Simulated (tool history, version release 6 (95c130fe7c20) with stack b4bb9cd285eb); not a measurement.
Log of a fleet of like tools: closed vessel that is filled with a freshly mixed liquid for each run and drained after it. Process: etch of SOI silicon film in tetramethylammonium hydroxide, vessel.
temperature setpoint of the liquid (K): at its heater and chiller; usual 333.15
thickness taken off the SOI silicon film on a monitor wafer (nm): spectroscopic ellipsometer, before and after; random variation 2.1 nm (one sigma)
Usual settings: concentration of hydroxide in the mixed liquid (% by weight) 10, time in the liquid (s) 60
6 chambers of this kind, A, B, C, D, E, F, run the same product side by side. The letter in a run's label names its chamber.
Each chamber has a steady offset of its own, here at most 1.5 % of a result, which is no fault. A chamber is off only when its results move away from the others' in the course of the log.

run,hour,temperature setpoint of the liquid (K),concentration of hydroxide in the mixed liquid (% by weight),time in the liquid (s),"read-back film thickness of the SOI silicon film reference wafer, read on the same gauge (nm)",thickness taken off the SOI silicon film on a monitor wafer (nm)
1A,12.6,333.15,10,60,109.98,228.81
# hour 16.0: chamber B: hydroxide flow meter replaced
2B,20.1,333.15,10,60,110.01,224.54
3D,32.2,333.15,10,60,110.00,228.14
4E,45.6,333.15,10,60,109.98,226.67
5F,55.3,333.15,10,60,109.98,222.32
6C,68.6,333.15,10,60,110.00,227.02
7B,80.9,333.15,10,60,109.94,224.43
8E,90.1,333.15,10,60,109.98,227.04
# hour 91.2: chamber D: thermometer replaced
9C,97.4,333.15,10,60,109.94,231.26
10D,105.7,333.15,10,60,109.98,233.87
11A,114.5,333.15,10,60,110.03,228.23
12F,125.0,333.15,10,60,109.98,223.91
# hour 125.4: chamber C: hydroxide flow meter replaced
13E,132.9,333.15,10,60,109.99,223.75
14B,140.4,333.15,10,60,110.03,224.04
15C,150.2,333.15,10,60,109.97,222.58
16A,160.8,333.15,10,60,109.95,225.02
17D,173.7,330.15,10,60,110.00,187.84
18F,184.1,330.15,10,60,110.00,183.53
19E,192.2,330.15,10,60,110.00,188.99
20B,204.6,330.15,10,60,110.01,185.66
21C,210.9,330.15,10,60,109.94,179.17
22A,224.1,330.15,10,60,110.00,192.54
23D,233.0,333.15,10,60,110.05,230.51
24F,243.6,333.15,10,60,110.00,223.44
25B,250.7,333.15,10,60,110.02,228.26
26C,256.6,333.15,10,60,109.98,213.86
27A,263.9,333.15,10,60,110.02,230.84
28E,272.8,333.15,10,60,110.04,228.07
29D,279.5,333.15,10,60,110.00,227.16
30F,286.4,333.15,10,60,110.02,225.08
31A,292.6,333.15,10,60,110.01,226.10
32E,300.3,333.15,10,60,110.04,222.80
33D,312.3,325.65,9,60,110.04,147.44
34B,321.5,325.65,9,60,110.06,143.43
35C,328.7,325.65,9,60,110.00,135.35
36F,339.8,325.65,9,60,109.98,143.76
37B,353.0,325.65,9,60,109.99,144.33
38D,360.4,325.65,9,60,110.03,147.26
39A,368.5,333.15,10,60,109.99,230.28
40C,374.6,333.15,10,60,109.94,206.20
41F,386.7,333.15,10,60,109.97,227.98
# hour 387.9: chamber E: thermometer replaced
42E,394.2,333.15,10,60,109.94,225.86
43E,407.6,333.15,10,75,110.00,284.57
44F,415.2,333.15,10,75,110.00,284.20

Is one chamber off against the others, does the gauge drift, or is nothing wrong? If a chamber is off, say which, and what the likeliest cause is.

Chamber C drifts away from the others.
Cause: liquid colder than its thermometer reads (K) = 1.68.

Here are 4 candidates for chamber C's next run, each the usual settings with a change, their results left as question marks. Which one brings its results back in line with what the others give on the usual settings?
In line means no further than this from the other chambers' mean on the usual settings: thickness taken off the SOI silicon film on a monitor wafer (nm) 7.30
45C-1,424.9,333.15,9.0,60,,?
45C-2,424.9,333.15,11.5,60,,?
45C-3,424.9,332.65,10.0,55,,?
45C-4,424.9,333.15,7.0,60,,?

The other chambers' mean on the usual settings: thickness taken off the SOI silicon film on a monitor wafer (nm) 226.61
run,thickness taken off the SOI silicon film on a monitor wafer (nm)
45C-1,211.95
45C-2,193.46
45C-3,180.53
45C-4,229.25
45C-4 brings the chamber back in line.

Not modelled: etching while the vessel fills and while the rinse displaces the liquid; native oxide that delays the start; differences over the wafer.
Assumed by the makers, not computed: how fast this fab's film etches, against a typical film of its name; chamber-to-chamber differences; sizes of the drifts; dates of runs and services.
